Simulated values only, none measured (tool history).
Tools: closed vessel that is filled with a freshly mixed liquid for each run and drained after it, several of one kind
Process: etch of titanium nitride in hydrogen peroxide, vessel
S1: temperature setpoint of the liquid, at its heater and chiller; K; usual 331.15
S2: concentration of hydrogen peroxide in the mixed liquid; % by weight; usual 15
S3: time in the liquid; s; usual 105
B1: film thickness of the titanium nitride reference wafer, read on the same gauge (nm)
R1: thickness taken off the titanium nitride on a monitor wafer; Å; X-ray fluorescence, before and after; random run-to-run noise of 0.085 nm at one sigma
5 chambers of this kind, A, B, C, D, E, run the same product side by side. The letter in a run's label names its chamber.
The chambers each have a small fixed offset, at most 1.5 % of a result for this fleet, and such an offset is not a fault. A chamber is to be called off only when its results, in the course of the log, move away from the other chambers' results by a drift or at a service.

| run | hour | S1 | S2 | S3 | B1 | R1 |
|---|---|---|---|---|---|---|
| 1D | 7.4 | 331.15 | 15 | 105 | 29.993 | 85.664 |
| 2B | 13.4 | 331.15 | 15 | 105 | 30.001 | 85.137 |
| 3E | 20.7 | 331.15 | 15 | 105 | 29.986 | 87.565 |
| 4C | 26.5 | 331.15 | 15 | 105 | 29.998 | 86.007 |
| 5A | 35.5 | 331.15 | 15 | 105 | 30.001 | 87.285 |
| 6B | 40.9 | 331.15 | 15 | 105 | 29.999 | 86.179 |
| 7A | 50.1 | 331.15 | 15 | 105 | 29.999 | 85.723 |
| 8C | 56.1 | 331.15 | 19.5 | 105 | 30.012 | 90.212 |
| 9D | 66.5 | 331.15 | 19.5 | 105 | 29.989 | 90.929 |
| 10E | 74 | 331.15 | 19.5 | 105 | 29.983 | 90.537 |
| 11E | 83.9 | 331.15 | 19.5 | 105 | 29.988 | 89.674 |
| 12D | 92.2 | 331.15 | 19.5 | 105 | 30.008 | 89.964 |
| 13A | 97.1 | 331.15 | 15 | 105 | 29.996 | 86.623 |
| 14B | 107.1 | 331.15 | 15 | 105 | 30 | 84.428 |
| 15C | 114.8 | 331.15 | 15 | 105 | 29.989 | 86.837 |
| 16A | 124.6 | 331.15 | 15 | 105 | 29.996 | 87.21 |
|  | 130.9 | chamber B: peroxide flow meter replaced |
| 17C | 134.3 | 331.15 | 15 | 105 | 30.004 | 88.754 |
| 18E | 140.8 | 331.15 | 15 | 105 | 29.977 | 86.824 |
| 19D | 150 | 323.15 | 15 | 105 | 30.009 | 47.885 |
| 20B | 156.4 | 323.15 | 15 | 105 | 29.991 | 48.578 |
|  | 164.1 | chamber E: new drum of peroxide connected |
| 21B | 164.9 | 323.15 | 15 | 105 | 30.005 | 48.954 |
| 22D | 171.5 | 323.15 | 15 | 105 | 29.986 | 48.967 |
| 23E | 176.6 | 323.15 | 15 | 105 | 29.999 | 49.768 |
| 24C | 181.7 | 331.15 | 15 | 105 | 29.986 | 89.728 |
| 25A | 191.8 | 331.15 | 15 | 155 | 30.013 | 126.83 |
| 26A | 197 | 331.15 | 15 | 155 | 29.99 | 129.69 |
| 27B | 207 | 331.15 | 15 | 155 | 30.003 | 124.94 |
| 28E | 213 | 331.15 | 15 | 155 | 29.991 | 127.09 |
| 29D | 223.4 | 331.15 | 15 | 155 | 30.002 | 127.78 |
| 30C | 228.2 | 331.15 | 15 | 105 | 30.002 | 89.877 |
| 31A | 232.9 | 331.15 | 15 | 105 | 29.986 | 85.784 |
| 32C | 243.2 | 331.15 | 15 | 165 | 29.982 | 145.27 |
| 33E | 251.1 | 331.15 | 15 | 165 | 30.002 | 137.8 |
| 34B | 259.8 | 331.15 | 15 | 165 | 30.002 | 132.13 |
|  | 267.3 | chamber E: thermometer replaced |
| 35D | 267.3 | 331.15 | 15 | 165 | 30 | 135.99 |
| 36D | 277.4 | 331.15 | 15 | 165 | 29.999 | 135.58 |
|  | 277.6 | chamber C: new drum of peroxide connected |
| 37C | 287.8 | 331.15 | 15 | 105 | 30.011 | 93.384 |
| 38E | 295.4 | 331.15 | 15 | 105 | 30.008 | 86.856 |
| 39B | 303.1 | 331.15 | 15 | 105 | 29.998 | 86.782 |
| 40A | 312 | 331.15 | 18 | 55 | 30.005 | 46.957 |

Predict what each chamber gives when all 5 of them run the settings below next.
| 41A | 319.5 | 331.15 | 15 | 105 |  | ? |
| 41B | 319.5 | 331.15 | 15 | 105 |  | ? |
| 41C | 319.5 | 331.15 | 15 | 105 |  | ? |
| 41D | 319.5 | 331.15 | 15 | 105 |  | ? |
| 41E | 319.5 | 331.15 | 15 | 105 |  | ? |

| run | R1 |
|---|---|
| 41A | 85.336 |
| 41B | 85.988 |
| 41C | 94.541 |
| 41D | 86.417 |
| 41E | 87.507 |

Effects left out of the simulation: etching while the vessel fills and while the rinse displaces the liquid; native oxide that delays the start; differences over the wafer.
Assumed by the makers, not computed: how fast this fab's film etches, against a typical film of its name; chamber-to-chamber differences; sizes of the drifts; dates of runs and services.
